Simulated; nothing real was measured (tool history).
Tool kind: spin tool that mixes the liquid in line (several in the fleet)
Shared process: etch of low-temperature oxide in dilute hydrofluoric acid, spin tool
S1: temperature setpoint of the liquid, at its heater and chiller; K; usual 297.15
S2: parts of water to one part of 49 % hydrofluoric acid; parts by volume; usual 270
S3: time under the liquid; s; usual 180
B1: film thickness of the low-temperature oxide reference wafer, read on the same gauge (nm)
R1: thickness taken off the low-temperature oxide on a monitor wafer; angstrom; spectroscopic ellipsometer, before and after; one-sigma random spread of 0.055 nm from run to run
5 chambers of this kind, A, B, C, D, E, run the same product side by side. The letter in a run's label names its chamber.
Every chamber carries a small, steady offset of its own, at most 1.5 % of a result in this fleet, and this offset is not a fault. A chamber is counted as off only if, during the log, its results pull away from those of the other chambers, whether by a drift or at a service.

| run | hour | S1 | S2 | S3 | B1 | R1 |
|---|---|---|---|---|---|---|
| 1E | 7.1 | 297.15 | 270 | 180 | 100.020 | 104.890 |
| 2D | 19.0 | 297.15 | 270 | 180 | 99.999 | 104.770 |
| 3A | 31.0 | 297.15 | 270 | 180 | 100.000 | 105.610 |
| 4C | 37.2 | 297.15 | 270 | 180 | 100.010 | 106.310 |
| 5B | 48.0 | 299.65 | 270 | 180 | 100.030 | 112.890 |
| 6A | 54.2 | 299.65 | 270 | 180 | 99.992 | 114.190 |
| 7D | 60.2 | 299.65 | 270 | 180 | 100.000 | 115.270 |
| 8C | 72.0 | 299.65 | 270 | 180 | 100.010 | 116.430 |
| 9B | 80.0 | 299.65 | 270 | 180 | 100.010 | 112.240 |
|  | 84.8 | chamber B: thermometer replaced |
| 10E | 88.9 | 297.15 | 270 | 180 | 99.940 | 105.900 |
| 11C | 97.7 | 297.15 | 270 | 180 | 100.010 | 107.140 |
| 12E | 108.8 | 297.15 | 270 | 180 | 100.000 | 105.950 |
| 13D | 116.3 | 297.15 | 270 | 180 | 100.040 | 105.800 |
| 14B | 121.7 | 297.15 | 270 | 180 | 99.983 | 104.430 |
| 15A | 127.2 | 297.15 | 270 | 180 | 100.010 | 105.360 |
| 16B | 136.9 | 297.15 | 270 | 180 | 100.040 | 103.310 |
| 17A | 145.3 | 297.15 | 270 | 180 | 100.020 | 104.340 |
| 18C | 154.6 | 297.15 | 270 | 180 | 99.983 | 106.900 |
| 19D | 163.1 | 297.15 | 270 | 180 | 99.991 | 105.720 |
| 20E | 174.3 | 297.15 | 270 | 180 | 100.030 | 104.780 |
| 21E | 183.8 | 297.15 | 270 | 180 | 99.971 | 106.300 |
| 22D | 189.9 | 297.15 | 270 | 180 | 100.000 | 106.880 |
| 23C | 200.9 | 297.15 | 270 | 180 | 100.030 | 109.780 |
| 24B | 208.4 | 297.15 | 145 | 260 | 100.020 | 322.650 |
| 25A | 218.0 | 297.15 | 145 | 260 | 100.040 | 323.310 |
| 26D | 229.1 | 297.15 | 145 | 260 | 99.973 | 327.810 |
| 27E | 237.1 | 297.15 | 145 | 260 | 100.000 | 329.090 |
| 28C | 243.3 | 297.15 | 145 | 260 | 99.977 | 331.070 |
| 29A | 254.2 | 297.15 | 270 | 180 | 100.000 | 105.160 |
| 30B | 264.4 | 297.15 | 270 | 180 | 99.985 | 103.130 |
| 31C | 269.9 | 297.15 | 270 | 180 | 100.010 | 111.040 |
| 32D | 280.1 | 297.15 | 270 | 180 | 99.995 | 105.870 |
| 33E | 285.9 | 297.15 | 270 | 180 | 100.010 | 105.770 |
|  | 287.0 | chamber A: thermometer replaced |
| 34B | 292.4 | 297.15 | 395 | 180 | 100.020 | 63.148 |
| 35A | 299.7 | 297.15 | 395 | 180 | 100.010 | 63.478 |
| 36A | 305.7 | 297.15 | 395 | 180 | 99.966 | 63.890 |
| 37D | 312.7 | 297.15 | 395 | 180 | 99.980 | 63.909 |
| 38C | 318.1 | 297.15 | 395 | 180 | 100.020 | 67.218 |

For the next run the whole fleet of 5 chambers uses the same settings. Give each chamber's results:
| 39A | 327.0 | 297.15 | 175 | 180 |  | ? |
| 39B | 327.0 | 297.15 | 175 | 180 |  | ? |
| 39C | 327.0 | 297.15 | 175 | 180 |  | ? |
| 39D | 327.0 | 297.15 | 175 | 180 |  | ? |
| 39E | 327.0 | 297.15 | 175 | 180 |  | ? |

| run | R1 |
|---|---|
| 39A | 179.690 |
| 39B | 176.690 |
| 39C | 188.190 |
| 39D | 180.270 |
| 39E | 181.920 |
